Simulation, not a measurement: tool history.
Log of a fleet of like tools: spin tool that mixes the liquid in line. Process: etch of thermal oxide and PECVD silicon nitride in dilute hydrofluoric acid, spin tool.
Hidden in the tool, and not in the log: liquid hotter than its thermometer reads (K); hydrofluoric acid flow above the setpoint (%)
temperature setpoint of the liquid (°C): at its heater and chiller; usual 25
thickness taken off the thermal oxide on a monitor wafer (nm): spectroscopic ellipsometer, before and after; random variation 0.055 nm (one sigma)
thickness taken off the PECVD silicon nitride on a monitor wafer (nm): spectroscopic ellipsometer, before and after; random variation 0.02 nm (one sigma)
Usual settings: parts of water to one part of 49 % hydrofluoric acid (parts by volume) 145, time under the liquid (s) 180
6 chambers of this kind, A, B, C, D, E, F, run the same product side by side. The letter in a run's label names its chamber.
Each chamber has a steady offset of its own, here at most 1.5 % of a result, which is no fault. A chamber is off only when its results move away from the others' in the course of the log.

run     day  temperature setpoint of the liquid (°C)  parts of water to one part of 49 % hydrofluoric acid (parts by volume)  time under the liquid (s)  hours since the thermometer was replaced  hours since the hydrofluoric acid flow meter was replaced  read-back film thickness of the thermal oxide reference wafer, read on the same gauge (nm)  read-back film thickness of the PECVD silicon nitride reference wafer, read on the same gauge (nm)  thickness taken off the thermal oxide on a monitor wafer (nm)  thickness taken off the PECVD silicon nitride on a monitor wafer (nm)
      0.121  -- chamber A: thermometer replaced
 1D   0.238                                       25                                                                     145                        180                                     219.5                                                      310.3                                                                                       29.99                                                                                              99.975                                                         5.6856                                                                 3.4709
      0.458  -- chamber B: hydrofluoric acid flow meter replaced
 2C   0.462                                       25                                                                     145                        180                                     264.3                                                       63.5                                                                                      30.014                                                                                              99.994                                                          5.678                                                                 3.3818
 3E   0.742                                       25                                                                     145                        180                                     755.7                                                      716.2                                                                                      29.982                                                                                              99.976                                                         5.5996                                                                 3.4144
 4A   1.021                                       25                                                                     145                        180                                      21.7                                                     1788.9                                                                                      30.011                                                                                              99.998                                                         5.6384                                                                  3.438
 5F   1.196                                       25                                                                     145                        180                                     971.7                                                      206.2                                                                                      30.012                                                                                              99.997                                                         5.6056                                                                 3.4044
 6B   1.492                                       25                                                                     145                        180                                     336.3                                                       24.8                                                                                      29.987                                                                                                 100                                                         5.5461                                                                 3.4366
 7E   1.788                                       25                                                                     145                        145                                     780.8                                                      741.3                                                                                      30.002                                                                                              99.999                                                         4.5407                                                                 2.7142
 8C   2.133                                       25                                                                     145                        145                                     304.4                                                      103.6                                                                                      30.017                                                                                              99.977                                                         4.4866                                                                 2.7334
 9F   2.362                                       25                                                                     145                        145                                     999.7                                                      234.2                                                                                      30.023                                                                                              100.04                                                         4.5072                                                                 2.7236
10A    2.55                                       25                                                                     145                        145                                      58.4                                                     1825.6                                                                                      29.988                                                                                                 100                                                         4.5789                                                                 2.7315
11B   2.762                                       25                                                                     145                        145                                     366.8                                                       55.3                                                                                      30.011                                                                                              99.995                                                         4.5724                                                                 2.7374
12D   2.933                                       25                                                                     145                        145                                     284.2                                                        375                                                                                      29.994                                                                                              100.02                                                         4.6106                                                                 2.7663
13D   3.196                                       25                                                                     145                        105                                     290.5                                                      381.3                                                                                      29.998                                                                                              100.02                                                         3.3551                                                                 1.9996
14C   3.442                                       25                                                                     145                        105                                     335.8                                                        135                                                                                      30.025                                                                                              100.01                                                         3.2474                                                                 1.9747
15A   3.825                                       25                                                                     145                        105                                        89                                                     1856.2                                                                                      29.985                                                                                              99.999                                                         3.2399                                                                 1.9904
16F   4.112                                       25                                                                     145                        105                                    1041.7                                                      276.2                                                                                      30.001                                                                                              99.981                                                         3.2975                                                                 1.9894
17B   4.429                                       25                                                                     145                        105                                     406.8                                                       95.3                                                                                      30.029                                                                                              99.998                                                         3.3189                                                                 2.0118
18E   4.804                                       25                                                                     145                        105                                     853.2                                                      813.7                                                                                      29.992                                                                                              99.992                                                         3.2686                                                                 1.9597
19B   5.042                                       25                                                                     175                        215                                     421.5                                                        110                                                                                      30.052                                                                                              100.01                                                         5.3559                                                                  3.368
20D   5.292                                       25                                                                     175                        215                                     340.8                                                      431.6                                                                                      29.989                                                                                              99.983                                                         5.4674                                                                 3.3702
21C   5.525                                       25                                                                     175                        215                                     385.8                                                        185                                                                                      30.016                                                                                                 100                                                         5.3413                                                                  3.334
22A   5.746                                       25                                                                     175                        215                                     135.1                                                     1902.3                                                                                      30.004                                                                                              100.01                                                         5.4053                                                                 3.3907
23F   6.021                                       25                                                                     175                        215                                    1087.5                                                        322                                                                                      29.974                                                                                              100.01                                                         5.3943                                                                 3.4005
24E   6.258                                       25                                                                     175                        215                                     888.1                                                      848.6                                                                                      30.015                                                                                              99.993                                                         5.3762                                                                 3.3581
25E   6.596                                       25                                                                     145                        180                                     896.2                                                      856.7                                                                                      29.981                                                                                              100.01                                                         5.6261                                                                 3.3716
26B   6.896                                       25                                                                     145                        180                                       466                                                      154.5                                                                                      30.002                                                                                              99.994                                                         5.5917                                                                 3.4155
27F   7.125                                       25                                                                     145                        180                                      1114                                                      348.5                                                                                      29.979                                                                                              100.03                                                         5.7165                                                                 3.4172
28D   7.321                                       25                                                                     145                        180                                     389.5                                                      480.3                                                                                      30.002                                                                                              99.999                                                         5.7035                                                                 3.4395
29C   7.608                                       25                                                                      95                        215                                     435.8                                                        235                                                                                      30.011                                                                                              99.994                                                         10.947                                                                 6.2736
30A   7.954                                       25                                                                      95                        215                                     188.1                                                     1955.3                                                                                      29.976                                                                                              100.02                                                         11.128                                                                 6.2618
31E     8.2                                       25                                                                      95                        215                                     934.7                                                      895.2                                                                                      29.979                                                                                                 100                                                         10.871                                                                 6.1676
      8.275  -- chamber E: thermometer replaced
32A    8.45                                       25                                                                      95                        215                                       200                                                     1967.2                                                                                       30.02                                                                                               99.98                                                         11.042                                                                 6.2456
33F   8.812                                       25                                                                      95                        215                                    1154.5                                                        389                                                                                      29.995                                                                                              100.01                                                         11.077                                                                 6.2594
34C   8.988                                       25                                                                      95                        215                                     468.9                                                      268.1                                                                                      29.988                                                                                              99.984                                                         10.968                                                                 6.3249
35D   9.321                                       25                                                                     145                        180                                     437.5                                                      528.3                                                                                      29.994                                                                                               99.99                                                         5.7068                                                                 3.4005
36B   9.567                                       25                                                                     145                        180                                     530.1                                                      218.6                                                                                      30.031                                                                                              100.01                                                         5.6331                                                                 3.4034
37E   9.838                                       25                                                                     145                        180                                      37.5                                                      934.5                                                                                      30.005                                                                                              99.983                                                         5.6901                                                                 3.3907
38B  10.204                                       25                                                                     145                        180                                     545.4                                                      233.9                                                                                      30.023                                                                                                 100                                                         5.6114                                                                 3.4405
     10.421  -- chamber F: thermometer replaced
39A  10.488                                       25                                                                     145                        180                                     248.9                                                     2016.1                                                                                      30.021                                                                                              100.01                                                         5.6955                                                                 3.4416
40D  10.754                                       25                                                                     145                        180                                     471.9                                                      562.7                                                                                      30.036                                                                                              99.994                                                         5.7166                                                                 3.4273
41F  11.083                                     21.5                                                                     145                        180                                        16                                                      443.5                                                                                      29.996                                                                                              100.02                                                         4.8563                                                                 2.6991
42C  11.321                                     21.5                                                                     145                        180                                     524.9                                                      324.1                                                                                      29.969                                                                                              100.02                                                         4.8278                                                                 2.7307
43E  11.521                                     21.5                                                                     145                        180                                      77.9                                                      974.9                                                                                      29.981                                                                                              100.02                                                          4.989                                                                  2.671

What goes on in this fleet: one chamber off, a drifting gauge, or nothing beyond the chambers' own small offsets? Name the chamber and the cause, if any.

No chamber stands off beyond its own small offset, and the gauge holds steady.
